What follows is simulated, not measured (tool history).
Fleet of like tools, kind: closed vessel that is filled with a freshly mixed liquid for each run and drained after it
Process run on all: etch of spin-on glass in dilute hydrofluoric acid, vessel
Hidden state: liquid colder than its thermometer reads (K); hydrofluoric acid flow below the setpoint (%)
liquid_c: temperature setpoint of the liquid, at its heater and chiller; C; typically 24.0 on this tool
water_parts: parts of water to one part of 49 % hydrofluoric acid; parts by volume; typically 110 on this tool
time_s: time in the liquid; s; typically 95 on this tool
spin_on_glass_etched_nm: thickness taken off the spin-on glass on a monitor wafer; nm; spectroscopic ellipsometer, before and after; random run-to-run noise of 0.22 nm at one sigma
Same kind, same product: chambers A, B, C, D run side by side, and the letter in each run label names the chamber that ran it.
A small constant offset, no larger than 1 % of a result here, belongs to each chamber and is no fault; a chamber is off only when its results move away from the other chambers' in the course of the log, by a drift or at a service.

run   hour  liquid_c  water_parts  time_s  hours since the thermometer was replaced  hours since the hydrofluoric acid flow meter was replaced  read-back film thickness of the spin-on glass reference wafer, read on the same gauge (nm)  spin_on_glass_etched_nm
 1C    7.6      24.0          110      95                                     581.6                                                      276.0                                                                                      40.038                   36.546
 2B   19.2      24.0          110      95                                     360.8                                                      187.0                                                                                      39.956                   36.912
 3D   24.8      24.0          110      95                                     404.9                                                     1369.7                                                                                      40.009                   36.481
 4A   31.9      24.0          110      95                                     282.1                                                     1013.6                                                                                      39.990                   36.973
 5A   41.6      24.0          110      95                                     291.8                                                     1023.3                                                                                      39.947                   36.622
 6C   48.2      24.0          110      95                                     622.2                                                      316.6                                                                                      39.968                   37.284
 7D   57.7      24.0          110      95                                     437.8                                                     1402.6                                                                                      39.978                   36.565
 8B   67.8      24.0          130      45                                     409.4                                                      235.6                                                                                      39.965                   14.468
 9B   76.3      24.0          130      45                                     417.9                                                      244.1                                                                                      39.995                   14.461
10C   84.8      24.0          130      45                                     658.8                                                      353.2                                                                                      39.983                   14.459
11D   91.2      24.0          130      45                                     471.3                                                     1436.1                                                                                      39.993                   14.577
12A   98.6      24.0          110      95                                     348.8                                                     1080.3                                                                                      40.021                   36.467
13A  109.0      24.0          110      95                                     359.2                                                     1090.7                                                                                      40.016                   36.642
14D  118.4      21.5          140      95                                     498.5                                                     1463.3                                                                                      40.029                   25.513
15C  128.1      21.5          140      95                                     702.1                                                      396.5                                                                                      40.031                   25.351
16B  136.7      21.5          140      95                                     478.3                                                      304.5                                                                                      39.990                   25.316
17B  144.7      21.5          140      95                                     486.3                                                      312.5                                                                                      40.025                   25.470
18A  155.2      24.0          110      95                                     405.4                                                     1136.9                                                                                      40.012                   36.825
19D  167.0      24.0          110      95                                     547.1                                                     1511.9                                                                                      40.050                   35.809
20C  174.3      24.0          110      95                                     748.3                                                      442.7                                                                                      40.009                   36.497
21A  181.4      24.0          110      95                                     431.6                                                     1163.1                                                                                      40.003                   36.840
22C  189.6      24.0          110      95                                     763.6                                                      458.0                                                                                      39.977                   36.445
23B  196.7      24.0          110      95                                     538.3                                                      364.5                                                                                      40.017                   36.732
24D  203.2      24.0          110      95                                     583.3                                                     1548.1                                                                                      39.963                   35.500
25B  210.0      24.0          110      95                                     551.6                                                      377.8                                                                                      40.001                   36.713
26A  216.6      24.0          110      95                                     466.8                                                     1198.3                                                                                      40.002                   36.787
27D  222.7      24.0          110      95                                     602.8                                                     1567.6                                                                                      39.958                   35.228
28C  231.2      24.0          110      95                                     805.2                                                      499.6                                                                                      39.969                   37.334

Has any chamber moved away from the others, gradually or after a service, or does the common gauge drift, or do the chambers differ only by their own small steady offsets? State the chamber and the most likely cause if one applies.

Little by little, chamber D moves away from the other chambers.
Most likely cause: hydrofluoric acid flow below the setpoint (%) = 4.21.
The log may not separate it from: liquid colder than its thermometer reads (K).

Which of the 4 candidates below, each the usual settings with something changed and its results left as question marks, puts chamber D back in line with what the other chambers give on the usual settings?
Allowed miss from the other chambers' usual-settings mean, per result, to count as in line: spin_on_glass_etched_nm 0.770 nm
29D-1  240.1      23.5          110      95                                                                                                                                                                                                                         ?
29D-2  240.1      22.5          110      95                                                                                                                                                                                                                         ?
29D-3  240.1      24.0          110     100                                                                                                                                                                                                                         ?
29D-4  240.1      24.5          110      95                                                                                                                                                                                                                         ?

Average result of the remaining chambers running the usual settings: spin_on_glass_etched_nm 36.842 nm
  run  spin_on_glass_etched_nm
29D-1                   34.170
29D-2                   32.857
29D-3                   36.668
29D-4                   35.509
With 29D-3, the chamber falls back in line with the rest.
